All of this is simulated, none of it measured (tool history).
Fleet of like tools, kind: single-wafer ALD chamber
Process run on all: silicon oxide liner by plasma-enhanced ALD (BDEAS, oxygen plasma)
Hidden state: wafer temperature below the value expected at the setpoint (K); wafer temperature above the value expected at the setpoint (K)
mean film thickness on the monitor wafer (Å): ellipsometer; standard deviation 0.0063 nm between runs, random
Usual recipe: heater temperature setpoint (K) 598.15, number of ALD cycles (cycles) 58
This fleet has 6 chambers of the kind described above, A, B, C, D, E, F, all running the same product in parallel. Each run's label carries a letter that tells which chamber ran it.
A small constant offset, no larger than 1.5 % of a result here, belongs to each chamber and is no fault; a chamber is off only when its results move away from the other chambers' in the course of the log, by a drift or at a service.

run	hour	heater temperature setpoint (K)	number of ALD cycles (cycles)	hours since the last thermocouple change	read-back reference wafer on the same gauge, thickness_nm	mean film thickness on the monitor wafer (Å)
1C	3.2	598.15	58	1224.0	5.1115	51.724
2D	7.0	598.15	58	2415.0	5.1111	51.696
3E	11.2	598.15	58	2416.2	5.1128	52.182
4F	13.7	598.15	58	53.4	5.1121	52.139
5A	16.3	598.15	58	324.0	5.1141	52.586
6B	20.1	598.15	58	1570.5	5.1138	52.921
7C	23.3	598.15	58	1244.1	5.1140	51.803
8F	26.9	598.15	58	66.6	5.1165	52.126
9B	29.0	603.15	49	1579.4	5.1142	44.291
10E	32.1	603.15	49	2437.1	5.1176	43.766
11D	35.8	603.15	49	2443.8	5.1177	43.214
12A	37.7	603.15	49	345.4	5.1157	44.134
13E	41.1	603.15	49	2446.1	5.1186	43.893
14B	45.2	603.15	49	1595.6	5.1181	44.414
15F	48.9	598.15	58	88.6	5.1203	52.235
16C	52.9	598.15	58	1273.7	5.1190	51.742
17A	56.8	598.15	58	364.5	5.1201	52.781
18D	59.0	598.15	58	2467.0	5.1228	51.801
19E	62.7	612.15	63	2467.7	5.1224	55.627
20A	64.7	612.15	63	372.4	5.1212	56.191
21D	66.6	612.15	63	2474.6	5.1216	55.027
22C	70.3	612.15	63	1291.1	5.1244	55.171
23B	73.6	612.15	63	1624.0	5.1239	56.260
24F	77.0	612.15	63	116.7	5.1260	55.578
25B	80.8	598.15	58	1631.2	5.1258	52.919
26F	85.0	598.15	58	124.7	5.1266	52.273
27E	87.1	598.15	58	2492.1	5.1272	52.343
28A	89.7	598.15	58	397.4	5.1270	52.745
29C	91.9	598.15	58	1312.7	5.1283	51.848
30D	95.3	598.15	58	2503.3	5.1282	51.922
31B	97.9	593.15	58	1648.3	5.1279	53.323
32D	101.1	593.15	58	2509.1	5.1313	52.205
33A	103.4	593.15	58	411.1	5.1318	53.096
34E	107.0	593.15	58	2512.0	5.1314	52.769
35C	111.1	593.15	58	1331.9	5.1339	52.328
36F	115.4	593.15	58	155.1	5.1323	52.829
37A	119.6	598.15	58	427.3	5.1330	52.791
38F	123.5	598.15	58	163.2	5.1339	52.433
39D	127.1	598.15	58	2535.1	5.1372	51.756

All chambers now run identical settings, listed one chamber a line with results as question marks. What results will each chamber show?
40A	130.2	598.15	58			?
40B	130.2	598.15	58			?
40C	130.2	598.15	58			?
40D	130.2	598.15	58			?
40E	130.2	598.15	58			?
40F	130.2	598.15	58			?

run	mean film thickness on the monitor wafer (Å)
40A	52.867
40B	53.101
40C	51.989
40D	51.734
40E	52.445
40F	52.454
